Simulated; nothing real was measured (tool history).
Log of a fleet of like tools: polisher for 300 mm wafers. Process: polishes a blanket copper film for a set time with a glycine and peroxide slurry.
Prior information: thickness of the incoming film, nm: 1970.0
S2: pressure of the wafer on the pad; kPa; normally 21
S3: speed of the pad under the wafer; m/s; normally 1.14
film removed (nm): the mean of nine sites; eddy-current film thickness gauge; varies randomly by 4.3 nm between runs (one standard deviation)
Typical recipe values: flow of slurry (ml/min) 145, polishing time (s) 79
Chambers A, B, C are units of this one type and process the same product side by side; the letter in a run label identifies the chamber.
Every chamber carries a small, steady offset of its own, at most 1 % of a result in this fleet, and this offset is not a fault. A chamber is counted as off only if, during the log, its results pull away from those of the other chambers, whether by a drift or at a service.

Run 1C, hour 2.5: usual settings. Result: film removed (nm) 555.45.
Run 2A, hour 6.9: usual settings. Result: film removed (nm) 548.72.
Run 3B, hour 10.6: usual settings. Result: film removed (nm) 552.23.
At hour 13.3: chamber A: slurry nozzle cleaned.
Run 4C, hour 14.8: usual settings. Result: film removed (nm) 555.46.
Run 5A, hour 17.9: usual settings. Result: film removed (nm) 547.91.
Run 6B, hour 22.4: usual settings. Result: film removed (nm) 556.36.
Run 7C, hour 27.4: usual settings. Result: film removed (nm) 548.81.
Run 8B, hour 29.7: usual settings. Result: film removed (nm) 561.63.
Run 9A, hour 32.7: usual settings. Result: film removed (nm) 557.80.
Run 10C, hour 35.6: usual settings. Result: film removed (nm) 557.63.
Run 11A, hour 40.5: usual settings but polishing time (s) 68. Result: film removed (nm) 470.12.
At hour 45.3: chamber C: worn pad replaced by a new one.
Run 12B, hour 45.6: usual settings but polishing time (s) 68. Result: film removed (nm) 482.77.
Run 13B, hour 50.0: usual settings but polishing time (s) 68. Result: film removed (nm) 480.22.
At hour 51.0: chamber A: head pressure recalibrated.
Run 14A, hour 53.8: usual settings. Result: film removed (nm) 505.68.
At hour 55.2: chamber A: worn pad replaced by a new one.
Run 15C, hour 57.2: usual settings but S3 1.52 m/s. Result: film removed (nm) 722.01.
Run 16A, hour 60.9: usual settings but S3 1.52 m/s. Result: film removed (nm) 654.63.
Run 17C, hour 64.3: usual settings but S3 1.52 m/s. Result: film removed (nm) 724.36.
Run 18B, hour 67.0: usual settings. Result: film removed (nm) 555.78.
Run 19B, hour 71.3: usual settings. Result: film removed (nm) 556.97.
Run 20A, hour 73.6: usual settings. Result: film removed (nm) 513.53.
Run 21C, hour 76.5: usual settings. Result: film removed (nm) 555.96.
At hour 81.1: chamber B: worn pad replaced by a new one.
Run 22B, hour 81.2: usual settings. Result: film removed (nm) 563.69.
Run 23A, hour 85.2: usual settings but S3 1.40 m/s, polishing time (s) 70. Result: film removed (nm) 541.86.
Run 24C, hour 87.8: usual settings but S3 1.40 m/s, polishing time (s) 70. Result: film removed (nm) 596.12.
Run 25C, hour 91.1: usual settings but S3 1.40 m/s, polishing time (s) 70. Result: film removed (nm) 588.68.
Run 26A, hour 95.9: usual settings. Result: film removed (nm) 514.78.
Run 27B, hour 99.6: usual settings. Result: film removed (nm) 557.22.
Run 28B, hour 102.0: usual settings. Result: film removed (nm) 569.27.
Run 29C, hour 106.9: usual settings. Result: film removed (nm) 561.73.
Run 30A, hour 110.4: usual settings. Result: film removed (nm) 510.45.
Run 31B, hour 112.9: usual settings. Result: film removed (nm) 558.58.
Run 32C, hour 117.0: usual settings. Result: film removed (nm) 550.16.
Run 33A, hour 119.8: usual settings. Result: film removed (nm) 514.70.
At hour 120.0: chamber C: worn pad replaced by a new one.
Run 34C, hour 123.2: usual settings. Result: film removed (nm) 555.58.
At hour 125.4: chamber C: slurry nozzle cleaned.
Run 35A, hour 125.5: usual settings. Result: film removed (nm) 504.86.
Run 36B, hour 130.4: usual settings. Result: film removed (nm) 557.40.
Run 37A, hour 132.7: usual settings. Result: film removed (nm) 516.17.
Run 38B, hour 135.0: usual settings. Result: film removed (nm) 549.85.
Run 39C, hour 139.9: usual settings but S3 0.88 m/s. Result: film removed (nm) 449.19.
Run 40A, hour 143.4: usual settings but S3 0.88 m/s. Result: film removed (nm) 411.99.
Run 41C, hour 146.9: usual settings but S3 0.88 m/s. Result: film removed (nm) 451.39.
Run 42B, hour 151.3: usual settings. Result: film removed (nm) 561.06.
Run 43C, hour 156.6: usual settings but flow of slurry (ml/min) 165. Result: film removed (nm) 574.83.
Run 44A, hour 159.5: usual settings but flow of slurry (ml/min) 165. Result: film removed (nm) 525.35.

Next, all 3 chambers run the settings below, one line each with question marks for the results. What does each chamber give?
Run 45A, hour 163.2: usual settings. Result: film removed (nm) ?.
Run 45B, hour 163.2: usual settings. Result: film removed (nm) ?.
Run 45C, hour 163.2: usual settings. Result: film removed (nm) ?.

run  film removed (nm)
45A             513.04
45B             558.27
45C             564.70
